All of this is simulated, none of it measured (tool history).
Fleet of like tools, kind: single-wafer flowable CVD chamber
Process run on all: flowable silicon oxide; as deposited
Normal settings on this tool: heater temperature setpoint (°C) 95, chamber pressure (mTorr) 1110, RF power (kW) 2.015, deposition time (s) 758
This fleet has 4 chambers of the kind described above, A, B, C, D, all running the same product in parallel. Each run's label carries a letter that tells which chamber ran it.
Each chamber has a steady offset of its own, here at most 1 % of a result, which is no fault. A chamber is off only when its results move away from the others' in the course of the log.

| run | day | heater temperature setpoint (°C) | chamber pressure (mTorr) | RF power (kW) | deposition time (s) | read-back reference wafer on the same gauge, thickness_nm | mean film thickness on the monitor wafer (angstrom) |
|---|---|---|---|---|---|---|---|
| 1B | 0.238 | 95 | 1110 | 2.015 | 758 | 818.82 | 8099.7 |
|  | 0.346 | chamber B: thermocouple changed; heater temperature recalibrated |
| 2A | 0.508 | 95 | 1110 | 2.015 | 758 | 818.92 | 8120.5 |
| 3C | 0.888 | 95 | 1110 | 2.015 | 758 | 818.63 | 8040.4 |
| 4D | 1.138 | 95 | 1110 | 2.015 | 758 | 818.84 | 8063 |
| 5D | 1.371 | 95 | 1110 | 2.015 | 758 | 818.76 | 8053.8 |
| 6B | 1.825 | 95 | 1110 | 2.015 | 758 | 818.61 | 8108.3 |
| 7A | 2.208 | 95 | 1110 | 2.015 | 758 | 818.39 | 8103.4 |
| 8C | 2.521 | 95 | 1110 | 2.015 | 758 | 818.48 | 8032.6 |
| 9B | 2.988 | 95 | 1110 | 2.015 | 758 | 818.51 | 8101.4 |
| 10D | 3.475 | 95 | 1110 | 2.015 | 758 | 818.21 | 8055 |
| 11A | 3.712 | 95 | 1110 | 2.015 | 758 | 818.14 | 8116.6 |
| 12C | 4.025 | 95 | 1110 | 2.015 | 758 | 818.02 | 8041.3 |
| 13C | 4.379 | 95 | 1310 | 2.215 | 758 | 817.91 | 9781 |
| 14D | 4.783 | 95 | 1310 | 2.215 | 758 | 817.67 | 9807.3 |
| 15A | 5.296 | 95 | 1310 | 2.215 | 758 | 817.74 | 9867.4 |
| 16B | 5.575 | 95 | 1310 | 2.215 | 758 | 817.69 | 9857.6 |
| 17B | 5.796 | 95 | 1110 | 2.015 | 758 | 817.59 | 8095.8 |
| 18D | 6.25 | 95 | 1110 | 2.015 | 758 | 817.58 | 8038.2 |
| 19C | 6.729 | 95 | 1110 | 2.015 | 758 | 817.18 | 8029.3 |
| 20A | 6.95 | 95 | 1110 | 2.015 | 758 | 816.94 | 8094.3 |
| 21B | 7.175 | 95 | 1110 | 2.015 | 758 | 817.16 | 8085.3 |
| 22D | 7.662 | 95 | 1110 | 2.015 | 758 | 816.87 | 8029.8 |
| 23A | 8.15 | 95 | 1110 | 2.015 | 758 | 816.92 | 8092.2 |
| 24C | 8.654 | 95 | 1110 | 2.015 | 758 | 816.98 | 8025.5 |
| 25C | 9.079 | 95 | 1110 | 2.015 | 758 | 816.69 | 8015.8 |
| 26A | 9.317 | 95 | 1110 | 2.015 | 758 | 816.57 | 8105 |
| 27B | 9.612 | 95 | 1110 | 2.015 | 758 | 816.44 | 8089.7 |
| 28D | 9.988 | 95 | 1110 | 2.015 | 758 | 816.66 | 8046.2 |
| 29C | 10.342 | 95 | 1110 | 2.015 | 758 | 816.55 | 8027.7 |
| 30B | 10.742 | 95 | 1110 | 2.015 | 758 | 816.12 | 8082.3 |
| 31D | 11.062 | 95 | 1110 | 2.015 | 758 | 816.19 | 8032.8 |
| 32A | 11.308 | 95 | 1110 | 2.015 | 758 | 816.05 | 8085.6 |
| 33C | 11.658 | 95 | 1110 | 2.015 | 758 | 816.15 | 8023.3 |
| 34A | 11.883 | 95 | 1110 | 2.015 | 859 | 816 | 9156.3 |
| 35D | 12.342 | 95 | 1110 | 2.015 | 859 | 815.86 | 9091.7 |
| 36B | 12.758 | 95 | 1110 | 2.015 | 859 | 815.98 | 9147.5 |
| 37A | 13.033 | 95 | 1110 | 2.015 | 859 | 816.01 | 9163.9 |
| 38C | 13.442 | 95 | 1110 | 2.135 | 857 | 815.78 | 9162 |
| 39D | 13.738 | 95 | 1110 | 2.135 | 857 | 815.45 | 9172.7 |
| 40B | 14.096 | 95 | 1110 | 2.135 | 857 | 815.35 | 9245.4 |
| 41B | 14.592 | 95 | 1110 | 2.135 | 857 | 815.17 | 9237.5 |
| 42D | 14.896 | 90 | 1110 | 2.015 | 758 | 815.15 | 9472 |
| 43C | 15.388 | 90 | 1110 | 2.015 | 758 | 815.06 | 9484.5 |
| 44A | 15.654 | 90 | 1110 | 2.015 | 758 | 814.86 | 9527.2 |

All chambers now run identical settings, listed one chamber a line with results as question marks. What results will each chamber show?
| 45A | 16.021 | 95 | 1110 | 2.015 | 758 |  | ? |
| 45B | 16.021 | 95 | 1110 | 2.015 | 758 |  | ? |
| 45C | 16.021 | 95 | 1110 | 2.015 | 758 |  | ? |
| 45D | 16.021 | 95 | 1110 | 2.015 | 758 |  | ? |

| run | mean film thickness on the monitor wafer (angstrom) |
|---|---|
| 45A | 8084.9 |
| 45B | 8060.8 |
| 45C | 8002.9 |
| 45D | 8019.2 |
